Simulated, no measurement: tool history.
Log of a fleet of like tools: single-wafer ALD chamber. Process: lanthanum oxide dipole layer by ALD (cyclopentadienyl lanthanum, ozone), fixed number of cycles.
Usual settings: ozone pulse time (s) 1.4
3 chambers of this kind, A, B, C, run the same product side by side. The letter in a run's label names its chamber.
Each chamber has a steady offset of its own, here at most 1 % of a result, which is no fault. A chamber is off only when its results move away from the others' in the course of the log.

run,hour,ozone pulse time (s),hours since the last thermocouple change,hours since the last ozone generator service,"read-back reference wafer on the same gauge, thickness_nm",mean film thickness on the monitor wafer (nm)
1B,4.6,1.4,2068.7,1144.4,0.60992,0.53893
2C,11.4,1.4,1044.1,76.2,0.6098,0.54568
3A,18,1.4,985.6,174.8,0.6098,0.54721
4A,22,1.4,989.6,178.8,0.60956,0.54595
5C,25.4,1.4,1058.1,90.2,0.61034,0.54513
6B,30.8,1.4,2094.9,1170.6,0.60967,0.542
7B,34.1,1.19,2098.2,1173.9,0.60967,0.52388
8A,40.7,1.19,1008.3,197.5,0.60976,0.5267
9C,45.8,1.19,1078.5,110.6,0.61025,0.52814
10A,52.4,1.4,1020,209.2,0.61002,0.54889
11C,55.9,1.4,1088.6,120.7,0.60982,0.5492
12B,62.1,1.4,2126.2,1201.9,0.60961,0.54098
13B,66.2,1.4,2130.3,1206,0.60985,0.54123
14A,71.8,1.4,1039.4,228.6,0.60937,0.54785
15C,76.2,1.03,1108.9,141,0.60956,0.50597
16A,82,1.03,1049.6,238.8,0.6098,0.50756
17B,87.2,1.03,2151.3,1227,0.60999,0.50206
18C,93.8,1.4,1126.5,158.6,0.61028,0.54404
19A,97.9,1.4,1065.5,254.7,0.60988,0.54712
20B,103.8,1.4,2167.9,1243.6,0.61001,0.53715
21C,107.9,1.4,1140.6,172.7,0.61004,0.54603
22C,111.6,1.09,1144.3,176.4,0.60981,0.51578
23A,115.1,1.09,1082.7,271.9,0.61,0.51696
24B,118.8,1.09,2182.9,1258.6,0.61048,0.51049
25C,123.8,1.4,1156.5,188.6,0.61009,0.54193
# hour 127.8: chamber B: thermocouple changed; heater temperature recalibrated
26A,127.9,1.87,1095.5,284.7,0.60982,0.56454
27B,134.1,1.87,6.4,1273.9,0.60972,0.56216
28B,138.3,1.87,10.6,1278.1,0.61048,0.56058
29C,143.4,1.4,1176.1,208.2,0.60954,0.54402

What goes on in this fleet: one chamber off, a drifting gauge, or nothing beyond the chambers' own small offsets? Name the chamber and the cause, if any.

No chamber stands off beyond its own small offset, and the gauge holds steady.
